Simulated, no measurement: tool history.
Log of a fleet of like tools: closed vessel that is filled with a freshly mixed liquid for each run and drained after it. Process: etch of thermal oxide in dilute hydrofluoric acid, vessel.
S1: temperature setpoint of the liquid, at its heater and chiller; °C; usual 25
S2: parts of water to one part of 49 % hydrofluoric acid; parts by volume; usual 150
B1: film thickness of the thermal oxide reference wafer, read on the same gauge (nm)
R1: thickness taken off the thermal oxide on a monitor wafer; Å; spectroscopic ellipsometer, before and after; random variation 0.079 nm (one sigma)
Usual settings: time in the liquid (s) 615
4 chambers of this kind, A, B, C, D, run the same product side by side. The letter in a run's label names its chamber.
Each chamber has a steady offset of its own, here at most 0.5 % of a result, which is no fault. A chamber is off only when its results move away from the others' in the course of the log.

run 1B hour=6.1 | S1=25 S2=150 time_in_the_liquid_(s)=615 | B1=130.01 | R1=190.63
run 2C hour=16.4 | S1=25 S2=150 time_in_the_liquid_(s)=615 | B1=130.02 | R1=191.49
run 3D hour=23.3 | S1=25 S2=150 time_in_the_liquid_(s)=615 | B1=130 | R1=189.4
run 4A hour=33.9 | S1=25 S2=150 time_in_the_liquid_(s)=615 | B1=130 | R1=190.69
run 5D hour=39.6 | S1=28.5 S2=150 time_in_the_liquid_(s)=615 | B1=129.99 | R1=218.25
run 6A hour=46.1 | S1=28.5 S2=150 time_in_the_liquid_(s)=615 | B1=129.99 | R1=216.6
run 7B hour=52.7 | S1=28.5 S2=150 time_in_the_liquid_(s)=615 | B1=129.98 | R1=216.96
run 8C hour=62.8 | S1=28.5 S2=150 time_in_the_liquid_(s)=615 | B1=129.99 | R1=216.63
run 9C hour=71.4 | S1=25 S2=150 time_in_the_liquid_(s)=615 | B1=130.02 | R1=191.27
run 10A hour=79.9 | S1=25 S2=150 time_in_the_liquid_(s)=615 | B1=130.01 | R1=189.64
run 11B hour=88.8 | S1=25 S2=150 time_in_the_liquid_(s)=615 | B1=130.05 | R1=189.62
run 12D hour=97.2 | S1=27.5 S2=195 time_in_the_liquid_(s)=615 | B1=130.04 | R1=154.86
run 13D hour=103.5 | S1=27.5 S2=195 time_in_the_liquid_(s)=615 | B1=130.04 | R1=154.92
run 14C hour=112 | S1=27.5 S2=195 time_in_the_liquid_(s)=615 | B1=129.98 | R1=153.15
run 15B hour=121.3 | S1=27.5 S2=195 time_in_the_liquid_(s)=615 | B1=130 | R1=151.83
run 16A hour=127.1 | S1=25 S2=150 time_in_the_liquid_(s)=615 | B1=130.03 | R1=190.07
run 17D hour=133.3 | S1=25 S2=150 time_in_the_liquid_(s)=615 | B1=130.01 | R1=194.46
run 18B hour=144.4 | S1=25 S2=150 time_in_the_liquid_(s)=615 | B1=130.02 | R1=190.44
run 19C hour=151.1 | S1=25 S2=150 time_in_the_liquid_(s)=615 | B1=129.99 | R1=190.73
run 20A hour=162.1 | S1=25 S2=150 time_in_the_liquid_(s)=615 | B1=130.03 | R1=190.45
run 21D hour=171.4 | S1=25 S2=150 time_in_the_liquid_(s)=615 | B1=129.97 | R1=195.18
run 22C hour=177.5 | S1=25 S2=150 time_in_the_liquid_(s)=615 | B1=130.01 | R1=191.19
run 23A hour=187.1 | S1=25 S2=150 time_in_the_liquid_(s)=615 | B1=130 | R1=190.67
run 24B hour=196.3 | S1=25 S2=150 time_in_the_liquid_(s)=860 | B1=129.98 | R1=266.64
run 25D hour=203.3 | S1=25 S2=150 time_in_the_liquid_(s)=860 | B1=130.01 | R1=273.92
run 26B hour=215 | S1=25 S2=150 time_in_the_liquid_(s)=860 | B1=130.02 | R1=268.11
run 27C hour=221.5 | S1=25 S2=150 time_in_the_liquid_(s)=860 | B1=129.97 | R1=266.79
run 28A hour=228.5 | S1=25 S2=150 time_in_the_liquid_(s)=615 | B1=130 | R1=190.36
run 29B hour=237.5 | S1=25 S2=150 time_in_the_liquid_(s)=615 | B1=129.98 | R1=188.46
run 30A hour=244.3 | S1=25 S2=150 time_in_the_liquid_(s)=615 | B1=129.99 | R1=189.17
run 31D hour=251.8 | S1=25 S2=150 time_in_the_liquid_(s)=615 | B1=130.01 | R1=198.45
run 32C hour=261.4 | S1=25 S2=175 time_in_the_liquid_(s)=615 | B1=130.01 | R1=158.95
run 33A hour=267.7 | S1=25 S2=175 time_in_the_liquid_(s)=615 | B1=130.01 | R1=159.53
run 34B hour=277.2 | S1=25 S2=175 time_in_the_liquid_(s)=615 | B1=130.01 | R1=157.8
run 35D hour=287.1 | S1=25 S2=175 time_in_the_liquid_(s)=615 | B1=129.99 | R1=165.75
run 36C hour=294 | S1=25 S2=150 time_in_the_liquid_(s)=615 | B1=130.03 | R1=190.99
run 37D hour=302 | S1=25 S2=150 time_in_the_liquid_(s)=615 | B1=129.99 | R1=199.8

Is one chamber off against the others, does the gauge drift, or is nothing wrong? If a chamber is off, say which, and what the likeliest cause is.

Chamber D drifts away from the others.
Cause: hydrofluoric acid flow above the setpoint (%) = 4.25.
The log may not tell that from: liquid hotter than its thermometer reads (K).

Here are 4 candidates for chamber D's next run, each the usual settings with a change, their results left as question marks. Which one brings its results back in line with what the others give on the usual settings?
In line means no further than this from the other chambers' mean on the usual settings: R1 2.8 Å
run 38D-1 hour=310.4 | S1=25 S2=150 time_in_the_liquid_(s)=645 | R1=?
run 38D-2 hour=310.4 | S1=25 S2=150 time_in_the_liquid_(s)=625 | R1=?
run 38D-3 hour=310.4 | S1=25 S2=150 time_in_the_liquid_(s)=605 | R1=?
run 38D-4 hour=310.4 | S1=25 S2=150 time_in_the_liquid_(s)=585 | R1=?

The other chambers' mean on the usual settings: R1 190.55 Å
run=38D-1 R1=209.52
run=38D-2 R1=203.03
run=38D-3 R1=196.53
run=38D-4 R1=190.03
38D-4 brings the chamber back in line.
